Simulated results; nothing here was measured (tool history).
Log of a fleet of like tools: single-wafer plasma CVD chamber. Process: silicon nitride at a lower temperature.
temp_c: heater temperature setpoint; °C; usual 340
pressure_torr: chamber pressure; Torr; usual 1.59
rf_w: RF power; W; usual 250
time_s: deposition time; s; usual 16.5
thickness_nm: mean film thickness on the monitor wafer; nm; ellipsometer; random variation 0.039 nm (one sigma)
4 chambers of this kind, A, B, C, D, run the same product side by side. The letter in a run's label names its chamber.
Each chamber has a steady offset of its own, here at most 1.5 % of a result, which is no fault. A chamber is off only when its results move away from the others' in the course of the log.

run,hour,temp_c,pressure_torr,rf_w,time_s,hours since the last thermocouple change,hours since the last RF generator calibration,hours since the last manometer calibration,"read-back reference wafer on the same gauge, thickness_nm",thickness_nm
1D,9.9,340,1.59,250,16.5,1443.0,962.2,911.2,16.500,17.092
2B,17.7,340,1.59,250,16.5,229.2,631.6,1701.2,16.508,17.352
3A,26.8,340,1.59,250,16.5,282.3,426.5,1601.2,16.499,17.104
4C,40.9,340,1.59,250,16.5,835.9,1687.5,1093.8,16.497,17.085
5A,49.8,340,1.59,250,16.5,305.3,449.5,1624.2,16.508,17.138
6C,61.0,340,1.59,250,16.5,856.0,1707.6,1113.9,16.505,17.016
7D,71.0,340,1.59,250,16.5,1504.1,1023.3,972.3,16.496,17.126
8B,83.4,340,1.59,250,16.5,294.9,697.3,1766.9,16.495,17.317
9C,97.2,340,1.59,250,16.5,892.2,1743.8,1150.1,16.499,16.998
10A,106.5,340,1.85,250,16.5,362.0,506.2,1680.9,16.505,17.759
11B,118.1,340,1.85,250,16.5,329.6,732.0,1801.6,16.498,18.071
12D,124.5,340,1.85,250,16.5,1557.6,1076.8,1025.8,16.493,17.794
13D,137.9,340,1.85,250,16.5,1571.0,1090.2,1039.2,16.506,17.837
14B,150.0,340,1.59,275,14.4,361.5,763.9,1833.5,16.501,16.178
15A,156.2,340,1.59,275,14.4,411.7,555.9,1730.6,16.506,15.914
16C,165.7,340,1.59,275,14.4,960.7,1812.3,1218.6,16.510,15.812
17A,171.8,340,1.59,275,14.4,427.3,571.5,1746.2,16.502,15.955
18B,183.1,340,1.59,250,16.5,394.6,797.0,1866.6,16.493,17.346
19D,189.9,340,1.59,250,16.5,1623.0,1142.2,1091.2,16.504,17.006
20C,197.4,340,1.59,250,16.5,992.4,1844.0,1250.3,16.495,16.955
# hour 199.8: chamber D: capacitance manometer re-zeroed and calibrated
# hour 206.6: chamber C: RF generator calibrated
21C,209.4,340,1.59,250,16.5,1004.4,2.9,1262.3,16.505,16.914
22B,220.0,340,1.59,250,16.5,431.5,833.9,1903.5,16.495,17.349
23A,233.7,340,1.59,250,16.5,489.2,633.4,1808.1,16.512,17.015
24D,242.3,340,1.59,250,16.5,1675.4,1194.6,42.5,16.506,17.090
25A,251.5,340,1.59,250,16.5,507.0,651.2,1825.9,16.501,17.106
26D,260.2,340,1.59,250,16.5,1693.3,1212.5,60.4,16.501,17.051
# hour 267.4: chamber A: capacitance manometer re-zeroed and calibrated
27C,271.3,340,1.59,250,16.5,1066.3,64.8,1324.2,16.507,16.967
28B,283.3,340,1.59,250,16.5,494.8,897.2,1966.8,16.502,17.344
29D,290.4,340,1.59,250,16.5,1723.5,1242.7,90.6,16.502,17.054
30A,299.1,340,1.59,250,16.5,554.6,698.8,31.8,16.491,17.064
31C,310.5,340,1.78,280,16.5,1105.5,104.0,1363.4,16.494,18.905
32B,317.7,340,1.78,280,16.5,529.2,931.6,2001.2,16.498,19.425
33C,327.3,340,1.78,280,16.5,1122.3,120.8,1380.2,16.498,18.962

All 4 chambers run these settings next. Forecast each chamber's results:
34A,337.4,340,1.92,250,16.5,,,,,?
34B,337.4,340,1.92,250,16.5,,,,,?
34C,337.4,340,1.92,250,16.5,,,,,?
34D,337.4,340,1.92,250,16.5,,,,,?

run,thickness_nm
34A,17.934
34B,18.240
34C,17.824
34D,17.976

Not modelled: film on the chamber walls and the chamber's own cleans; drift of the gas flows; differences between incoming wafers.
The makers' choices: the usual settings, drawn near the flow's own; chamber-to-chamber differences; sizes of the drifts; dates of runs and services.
